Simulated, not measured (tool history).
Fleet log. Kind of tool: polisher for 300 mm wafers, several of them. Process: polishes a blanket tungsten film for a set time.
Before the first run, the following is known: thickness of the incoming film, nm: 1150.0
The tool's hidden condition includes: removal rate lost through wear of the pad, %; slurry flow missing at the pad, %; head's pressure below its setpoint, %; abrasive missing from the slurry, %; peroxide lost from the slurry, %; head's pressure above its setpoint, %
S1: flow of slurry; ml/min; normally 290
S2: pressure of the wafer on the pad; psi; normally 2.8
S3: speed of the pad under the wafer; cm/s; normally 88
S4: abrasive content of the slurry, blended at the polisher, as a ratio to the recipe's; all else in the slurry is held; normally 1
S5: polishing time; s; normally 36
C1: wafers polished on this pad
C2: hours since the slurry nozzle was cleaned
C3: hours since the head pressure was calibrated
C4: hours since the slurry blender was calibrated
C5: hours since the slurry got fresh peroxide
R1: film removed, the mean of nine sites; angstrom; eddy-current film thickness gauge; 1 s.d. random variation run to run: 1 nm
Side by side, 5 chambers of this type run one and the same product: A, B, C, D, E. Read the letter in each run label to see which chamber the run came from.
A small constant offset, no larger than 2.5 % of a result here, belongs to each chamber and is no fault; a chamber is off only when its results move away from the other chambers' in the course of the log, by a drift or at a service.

run,hour,S1,S2,S3,S4,S5,C1,C2,C3,C4,C5,R1
# hour 0.1: chamber E: slurry blender recalibrated
1B,2.3,290,2.8,88,1,36,570,280.1,487.8,222.7,12.2,1209.7
# hour 4.4: chamber D: slurry tank refilled with fresh slurry and peroxide
2D,6.1,290,2.8,88,1,36,313,364.3,818.1,42.7,1.8,1227.2
# hour 8.4: chamber E: slurry tank refilled with fresh slurry and peroxide
# hour 8.5: chamber B: worn pad replaced by a new one
3A,10,290,2.8,88,1,36,440,304.5,217.5,212,39.8,1189.3
4C,13.1,290,2.8,88,1,36,858,383.2,405.2,75.6,115.4,1212.4
5E,16.2,290,2.8,88,1,36,1166,144.4,970.3,16.2,7.8,1203.9
# hour 17.6: chamber E: worn pad replaced by a new one
6C,19.1,290,2.8,88,1,36,955,389.2,411.2,81.6,121.4,1189.4
7A,23.8,290,2.8,88,1,36,663,318.3,231.3,225.8,53.6,1198.4
8E,26.9,290,2.8,88,1,36,151,155.1,981,26.9,18.5,1211.4
9D,29.8,290,2.8,98,1,36,695,388,841.8,66.4,25.5,1379.9
# hour 32.5: chamber C: worn pad replaced by a new one
10B,32.9,290,2.8,98,1,36,394,310.7,518.4,253.3,42.8,1330.7
# hour 34.2: chamber B: slurry tank refilled with fresh slurry and peroxide
11A,37.6,290,2.8,98,1,36,885,332.1,245.1,239.6,67.4,1343.3
12B,41.2,290,2.8,98,1,36,528,319,526.7,261.6,7.1,1332.6
# hour 42.9: chamber A: worn pad replaced by a new one
13E,45.4,290,2.8,98,1,36,449,173.6,999.5,45.4,37,1352.5
# hour 46.3: chamber B: worn pad replaced by a new one
14D,48.7,290,2.8,88,1,36,1000,406.9,860.7,85.3,44.4,1219.8
# hour 50.1: chamber A: slurry blender recalibrated
# hour 50.4: chamber C: slurry nozzle cleaned
15C,52.7,290,2.8,88,1,36,326,2.3,444.8,115.2,155,1208.7
# hour 54.2: chamber C: head pressure recalibrated
16C,56.3,290,2.8,88,1,36,384,5.9,2.2,118.8,158.6,1073.8
17E,59.5,290,1.8,68,1,36,676,187.7,1013.6,59.5,51.1,597.2
18D,62.5,290,1.8,68,1,36,1223,420.7,874.5,99.1,58.2,606.8
# hour 63.8: chamber C: slurry blender recalibrated
# hour 64.9: chamber A: slurry nozzle cleaned
# hour 65.9: chamber D: slurry tank refilled with fresh slurry and peroxide
19B,66,290,1.8,68,1,36,318,343.8,551.5,286.4,31.9,602.57
# hour 68: chamber B: slurry blender recalibrated
20A,68.3,290,1.8,68,1,36,410,3.5,275.8,18.2,98.1,592.48
# hour 71.9: chamber C: slurry tank refilled with fresh slurry and peroxide
21B,72.9,290,1.8,68,1,36,430,350.7,558.4,4.9,38.8,605.73
22C,77.7,290,2.8,88,1,36,729,27.3,23.6,14,5.8,1085
# hour 78.1: chamber B: slurry tank refilled with fresh slurry and peroxide
# hour 82.2: chamber D: worn pad replaced by a new one
23A,82.5,290,3.2,88,1,26,639,17.7,290,32.4,112.3,993.19
24D,86.1,290,3.2,88,1,26,63,444.3,898.1,122.7,20.2,1022.2
25E,88.4,290,3.2,88,1,26,1142,216.6,1042.5,88.4,80,989.1
# hour 89: chamber B: worn pad replaced by a new one
26C,93,290,3.2,88,1,26,976,42.6,38.9,29.3,21.1,876.16
# hour 94.5: chamber E: worn pad replaced by a new one
27E,96.4,290,3.2,88,1,26,30,224.6,1050.5,96.4,88,1005.3
28A,99.4,290,3.3,88,1,36,912,34.6,306.9,49.3,129.2,1409.6
29B,102.6,290,3.3,88,1,36,219,380.4,588.1,34.6,24.6,1427.2
# hour 105.8: chamber A: slurry tank refilled with fresh slurry and peroxide
30D,106.1,290,3.3,88,1,36,385,464.3,918.1,142.7,40.2,1464.2
31B,109.9,290,3.3,88,1,36,337,387.7,595.4,41.9,31.9,1412.5
# hour 111.5: chamber A: worn pad replaced by a new one
32E,112.5,290,3.3,88,1,36,290,240.7,1066.6,112.5,104.1,1417.4
33A,114.7,290,2.8,88,1,36,52,49.9,322.2,64.6,8.9,1207.6

What goes on in this fleet: one chamber off, a drifting gauge, or nothing beyond the chambers' own small offsets? Name the chamber and the cause, if any.

A service on chamber C put it out of line with the rest.
Most likely cause: head's pressure below its setpoint, % = 11.2.

Below are 4 candidate recipes for chamber C's next run, each the usual settings with a change, their results shown as question marks. Which of them brings C's results back in line with what the other chambers give on the usual settings?
Maximum distance from the other chambers' mean on the usual settings for a result to count as in line: R1 36 angstrom
34C-1,118.2,290,2.8,88,1,34,,,,,,?
34C-2,118.2,290,3.2,88,1,36,,,,,,?
34C-3,118.2,290,2.7,84,1,35,,,,,,?
34C-4,118.2,290,2.8,92,1,37,,,,,,?

The other chambers' mean on the usual settings: R1 1209.7 angstrom
run,R1
34C-1,1014.2
34C-2,1225
34C-3,961.78
34C-4,1153.6
With 34C-2, the chamber falls back in line with the rest.
